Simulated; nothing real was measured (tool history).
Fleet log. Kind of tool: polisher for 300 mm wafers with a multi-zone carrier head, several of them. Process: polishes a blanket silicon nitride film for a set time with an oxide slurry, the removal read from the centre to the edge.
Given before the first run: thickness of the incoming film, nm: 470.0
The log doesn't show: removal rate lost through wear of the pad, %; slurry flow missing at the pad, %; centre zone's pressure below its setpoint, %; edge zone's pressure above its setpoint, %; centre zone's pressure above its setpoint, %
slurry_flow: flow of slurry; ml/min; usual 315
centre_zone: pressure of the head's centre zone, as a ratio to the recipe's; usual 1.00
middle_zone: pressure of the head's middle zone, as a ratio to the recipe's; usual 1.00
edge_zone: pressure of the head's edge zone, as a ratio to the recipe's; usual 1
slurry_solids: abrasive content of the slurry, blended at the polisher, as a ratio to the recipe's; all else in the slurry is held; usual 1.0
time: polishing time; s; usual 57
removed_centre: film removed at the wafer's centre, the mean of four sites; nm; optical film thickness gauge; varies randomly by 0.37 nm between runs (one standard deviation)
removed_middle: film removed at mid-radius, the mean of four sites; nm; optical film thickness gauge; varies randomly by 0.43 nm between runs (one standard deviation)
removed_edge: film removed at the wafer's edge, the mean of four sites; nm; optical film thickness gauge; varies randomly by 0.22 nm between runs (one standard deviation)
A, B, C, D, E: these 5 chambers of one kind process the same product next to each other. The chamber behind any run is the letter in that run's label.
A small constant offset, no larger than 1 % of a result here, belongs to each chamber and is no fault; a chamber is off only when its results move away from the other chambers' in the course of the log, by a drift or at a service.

run     day  slurry_flow  centre_zone  middle_zone  edge_zone  slurry_solids  time  wafers polished on this pad  hours since the slurry nozzle was cleaned  hours since the centre zone pressure was calibrated  hours since the edge zone pressure was calibrated  removed_centre  removed_middle  removed_edge
      0.038  -- chamber D: worn pad replaced by a new one
 1B   0.221          315         1.00         1.00          1            1.0    57                          913                                      102.3                                                508.2                                              213.0          34.000          34.661        34.465
 2D   0.617          315         1.00         1.00          1            1.0    57                          179                                       52.2                                                591.7                                              103.4          34.338          33.910        34.468
      0.754  -- chamber A: worn pad replaced by a new one
      0.762  -- chamber E: worn pad replaced by a new one
      0.879  -- chamber E: slurry nozzle cleaned
 3E   0.954          315         1.00         1.00          1            1.0    57                           59                                        1.8                                                689.2                                              638.4          34.411          34.136        34.578
 4A   1.246          315         1.00         1.00          1            1.0    57                          152                                      480.9                                                161.2                                              509.5          34.740          35.383        34.248
 5C   1.504          315         1.00         1.00          1            1.0    57                          777                                      208.3                                                444.8                                               58.5          33.957          34.771        34.374
      1.642  -- chamber B: centre zone pressure recalibrated
 6A   1.821          315         1.00         1.00          1            1.0    57                          330                                      494.7                                                175.0                                              523.3          34.343          34.602        33.878
      1.858  -- chamber C: worn pad replaced by a new one
 7C   2.125          315         1.00         1.00          1            1.0    57                           83                                      223.2                                                459.7                                               73.4          34.452          34.563        33.920
      2.304  -- chamber B: worn pad replaced by a new one
 8E   2.388          315         1.00         1.00          1            1.0    57                          502                                       36.2                                                723.6                                              672.8          34.312          34.370        34.823
      2.458  -- chamber E: centre zone pressure recalibrated
 9D   2.717          315         1.00         1.00          1            1.0    57                          829                                      102.6                                                642.1                                              153.8          33.965          34.461        34.459
      2.742  -- chamber D: worn pad replaced by a new one
10B   3.004          315         1.00         1.00          1            1.0    57                          217                                      169.1                                                 32.7                                              279.8          34.137          35.276        34.351
      3.246  -- chamber A: edge zone pressure recalibrated
11A   3.375          315         1.00         1.00          1            1.0    57                          811                                      532.0                                                212.3                                                3.1          34.313          34.850        33.889
      3.575  -- chamber E: worn pad replaced by a new one
12C   3.588          315         1.00         0.93          1            0.8    57                          535                                      258.3                                                494.8                                              108.5          30.626          29.148        30.530
13E   3.829          315         1.00         0.93          1            0.8    57                           78                                       70.8                                                 33.0                                              707.4          31.373          29.225        31.185
14B   4.262          315         1.00         0.93          1            0.8    57                          606                                      199.3                                                 62.9                                              310.0          30.408          28.393        30.796
      4.375  -- chamber C: worn pad replaced by a new one
15D   4.525          315         1.00         0.93          1            0.8    57                          551                                      146.0                                                685.5                                              197.2          31.019          29.591        30.650
16D   4.858          315         1.00         0.93          1            0.8    57                          654                                      154.0                                                693.5                                              205.2          30.919          29.049        30.971
      4.879  -- chamber A: worn pad replaced by a new one
17B   5.229          315         1.00         1.00          1            1.0    57                          905                                      222.5                                                 86.1                                              333.2          34.071          34.291        33.902
      5.396  -- chamber D: worn pad replaced by a new one
      5.458  -- chamber B: slurry nozzle cleaned
18C   5.462          315         0.96         1.00          1            1.0    57                          337                                      303.3                                                539.8                                              153.5          32.770          35.187        33.959
19E   5.792          315         0.96         1.00          1            1.0    57                          685                                      117.9                                                 80.1                                              754.5          33.111          34.662        34.636
      6.154  -- chamber E: worn pad replaced by a new one
20A   6.158          315         0.96         1.00          1            1.0    57                          395                                      598.8                                                279.1                                               69.9          32.723          35.507        34.292
21A   6.550          315         0.96         1.00          1            1.0    57                          516                                      608.2                                                288.5                                               79.3          32.821          34.973        33.928
      6.708  -- chamber C: worn pad replaced by a new one
22C   6.996          315         0.96         1.00          1            1.0    57                           89                                      340.1                                                576.6                                              190.3          32.481          34.625        34.186
      7.321  -- chamber B: worn pad replaced by a new one
23E   7.425          315         1.00         1.00          1            1.0    57                          393                                      157.1                                                119.3                                              793.7          34.354          33.419        34.325
      7.671  -- chamber D: worn pad replaced by a new one
24D   7.771          315         1.00         1.00          1            1.0    57                           31                                      223.9                                                763.4                                              275.1          32.965          34.777        34.309
25B   8.029          315         1.00         1.00          1            1.0    57                          220                                       61.7                                                153.3                                              400.4          34.367          33.852        34.287
26B   8.358          315         1.00         1.00          1            1.0    57                          321                                       69.6                                                161.2                                              408.3          34.425          33.547        34.229
27D   8.775          315         1.00         1.00          1            1.0    57                          341                                      248.0                                                787.5                                              299.2          32.451          33.991        34.375
      8.792  -- chamber E: worn pad replaced by a new one
28E   9.092          315         1.00         1.00          1            1.0    57                           92                                      197.1                                                159.3                                              833.7          34.740          34.436        34.074
29C   9.438          315         1.00         1.00          1            1.0    57                          844                                      398.7                                                635.2                                              248.9          33.284          34.572        33.850
      9.529  -- chamber C: worn pad replaced by a new one
30A   9.708          315         1.00         1.00          1            1.0    57                         1493                                      684.0                                                364.3                                              155.1          34.747          34.773        34.459
      9.796  -- chamber A: worn pad replaced by a new one
      9.833  -- chamber D: worn pad replaced by a new one
31E  10.050          315         1.00         1.00          1            1.0    57                          389                                      220.1                                                182.3                                              856.7          34.536          34.851        34.267
     10.079  -- chamber A: centre zone pressure recalibrated
32B  10.312          315         1.00         1.00          1            1.0    57                          925                                      116.5                                                208.1                                              455.2          34.242          35.043        34.429
33A  10.625          315         1.00         1.00          1            1.0    57                          256                                      706.0                                                 13.2                                              177.1          34.850          34.651        33.979
     11.017  -- chamber E: worn pad replaced by a new one
34D  11.029          315         1.00         1.00          1            1.0    57                          370                                      302.1                                                841.6                                              353.3          31.510          34.887        34.533
     11.117  -- chamber C: slurry nozzle cleaned
35C  11.279          315         1.00         1.00          1            1.0    57                          541                                        4.0                                                679.4                                              293.1          33.568          35.061        34.231
36E  11.729          315         1.00         1.00          1            1.0    57                          220                                      260.4                                                222.6                                              897.0          34.925          33.629        34.382
37B  11.958          315         1.07         1.00          1            1.0    57                         1434                                      156.0                                                247.6                                              494.7          36.765          33.338        34.379
     12.075  -- chamber C: worn pad replaced by a new one
38C  12.192          315         1.07         1.00          1            1.0    57                           36                                       25.9                                                701.3                                              315.0          36.716          34.703        34.169
39A  12.588          315         1.07         1.00          1            1.0    57                          863                                      753.1                                                 60.3                                              224.2          37.138          34.403        34.638

Predict what each chamber gives when all 5 of them run the settings below next.
40A  12.917          315         1.00         1.00          1            1.0    57                                                                                                                                                                                               ?               ?             ?
40B  12.917          315         1.00         1.00          1            1.0    57                                                                                                                                                                                               ?               ?             ?
40C  12.917          315         1.00         1.00          1            1.0    57                                                                                                                                                                                               ?               ?             ?
40D  12.917          315         1.00         1.00          1            1.0    57                                                                                                                                                                                               ?               ?             ?
40E  12.917          315         1.00         1.00          1            1.0    57                                                                                                                                                                                               ?               ?             ?

run  removed_centre  removed_middle  removed_edge
40A          35.364          34.855        34.239
40B          34.260          33.739        33.647
40C          34.152          34.988        33.927
40D          30.584          34.275        34.329
40E          34.537          34.142        34.281
